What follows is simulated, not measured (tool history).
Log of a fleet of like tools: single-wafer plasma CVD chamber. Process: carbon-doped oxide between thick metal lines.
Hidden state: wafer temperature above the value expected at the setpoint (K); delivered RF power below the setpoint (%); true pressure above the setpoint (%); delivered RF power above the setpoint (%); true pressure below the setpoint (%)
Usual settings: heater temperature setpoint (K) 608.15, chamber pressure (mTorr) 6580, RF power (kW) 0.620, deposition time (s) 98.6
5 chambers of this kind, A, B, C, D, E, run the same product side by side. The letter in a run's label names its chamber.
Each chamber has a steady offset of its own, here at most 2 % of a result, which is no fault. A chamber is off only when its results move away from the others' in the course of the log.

run,hour,heater temperature setpoint (K),chamber pressure (mTorr),RF power (kW),deposition time (s),hours since the last thermocouple change,hours since the last RF generator calibration,hours since the last manometer calibration,"read-back reference wafer on the same gauge, thickness_nm",mean film thickness on the monitor wafer (angstrom)
1E,10.2,608.15,6580,0.620,98.6,24.3,1749.4,1645.9,611.20,6210.9
2A,20.5,608.15,6580,0.620,98.6,253.1,1307.0,191.9,610.33,6166.6
3D,29.5,608.15,6580,0.620,98.6,2051.0,353.5,375.2,611.48,6158.1
4C,39.0,608.15,6580,0.620,98.6,1331.0,752.0,2088.4,610.67,6131.3
# hour 39.6: chamber B: RF generator calibrated
5B,45.1,608.15,6580,0.620,98.6,502.9,5.6,559.6,611.04,6193.9
6E,53.0,608.15,6580,0.620,98.6,67.1,1792.2,1688.7,611.34,6224.5
7C,63.3,608.15,6580,0.620,98.6,1355.3,776.3,2112.7,611.06,6109.7
8D,68.0,608.15,6580,0.510,98.6,2089.5,392.0,413.7,610.97,5444.8
9A,78.1,608.15,6580,0.510,98.6,310.7,1364.6,249.5,610.66,5465.6
10B,83.9,608.15,6580,0.510,98.6,541.7,44.4,598.4,610.35,5537.4
11D,90.8,608.15,6580,0.510,98.6,2112.3,414.8,436.5,610.31,5475.6
12B,101.4,608.15,6580,0.510,98.6,559.2,61.9,615.9,610.92,5493.4
13A,106.6,597.15,6580,0.720,98.6,339.2,1393.1,278.0,610.91,6959.4
14E,111.3,597.15,6580,0.720,98.6,125.4,1850.5,1747.0,611.62,7023.6
15C,116.5,597.15,6580,0.720,98.6,1408.5,829.5,2165.9,611.04,6959.5
16A,124.2,597.15,6580,0.720,98.6,356.8,1410.7,295.6,611.44,6914.5
17C,131.6,597.15,6580,0.720,98.6,1423.6,844.6,2181.0,611.04,6899.1
18E,139.2,608.15,6580,0.620,98.6,153.3,1878.4,1774.9,610.67,6214.6
19D,148.6,608.15,6580,0.620,98.6,2170.1,472.6,494.3,610.71,6148.0
20B,153.7,608.15,6580,0.620,98.6,611.5,114.2,668.2,611.41,6176.6
21B,162.3,608.15,6580,0.620,98.6,620.1,122.8,676.8,610.97,6185.4
22D,170.5,608.15,6580,0.620,98.6,2192.0,494.5,516.2,610.99,6166.7
23E,176.5,617.15,6580,0.505,98.6,190.6,1915.7,1812.2,611.11,5390.7
24C,181.9,617.15,6580,0.505,98.6,1473.9,894.9,2231.3,610.88,5260.7
25A,189.6,617.15,6580,0.505,98.6,422.2,1476.1,361.0,611.66,5251.6
26C,197.0,617.15,6580,0.505,98.6,1489.0,910.0,2246.4,610.78,5297.8
27E,204.5,617.15,6580,0.505,98.6,218.6,1943.7,1840.2,610.77,5353.8
28D,209.3,608.15,6580,0.620,98.6,2230.8,533.3,555.0,610.70,6140.2
29B,215.4,608.15,6580,0.620,98.6,673.2,175.9,729.9,611.25,6192.9
30A,221.3,608.15,5480,0.620,92.7,453.9,1507.8,392.7,611.04,5614.2
31D,231.7,608.15,5480,0.620,92.7,2253.2,555.7,577.4,611.09,5682.1
32C,240.6,608.15,5480,0.620,92.7,1532.6,953.6,2290.0,610.69,5613.2
33B,249.9,608.15,5480,0.620,92.7,707.7,210.4,764.4,610.63,5739.2
34E,256.2,608.15,5480,0.620,92.7,270.3,1995.4,1891.9,611.22,5690.1
# hour 263.6: chamber E: RF generator calibrated
35A,265.1,608.15,6580,0.620,98.6,497.7,1551.6,436.5,611.25,6048.3
36E,270.4,608.15,6580,0.620,98.6,284.5,6.9,1906.1,610.89,6200.1
37D,277.5,608.15,6580,0.620,106.9,2299.0,601.5,623.2,610.91,6662.9
38C,283.0,608.15,6580,0.620,106.9,1575.0,996.0,2332.4,610.83,6682.1
39A,288.6,608.15,6580,0.620,106.9,521.2,1575.1,460.0,610.62,6536.8
40B,297.1,608.15,6580,0.620,106.9,754.9,257.6,811.6,610.87,6693.2
41B,306.3,608.15,6580,0.620,106.9,764.1,266.8,820.8,610.64,6703.3
42C,314.5,608.15,6580,0.620,98.6,1606.5,1027.5,2363.9,610.96,6108.8
43A,321.5,608.15,6580,0.620,98.6,554.1,1608.0,492.9,611.31,6059.6
44E,327.1,608.15,6580,0.620,98.6,341.2,63.6,1962.8,610.67,6232.4

Next, every chamber runs the same settings. What will each give?
45A,334.9,608.15,6580,0.620,98.6,,,,,?
45B,334.9,608.15,6580,0.620,98.6,,,,,?
45C,334.9,608.15,6580,0.620,98.6,,,,,?
45D,334.9,608.15,6580,0.620,98.6,,,,,?
45E,334.9,608.15,6580,0.620,98.6,,,,,?

run,mean film thickness on the monitor wafer (angstrom)
45A,6016.7
45B,6205.7
45C,6160.5
45D,6137.5
45E,6219.4
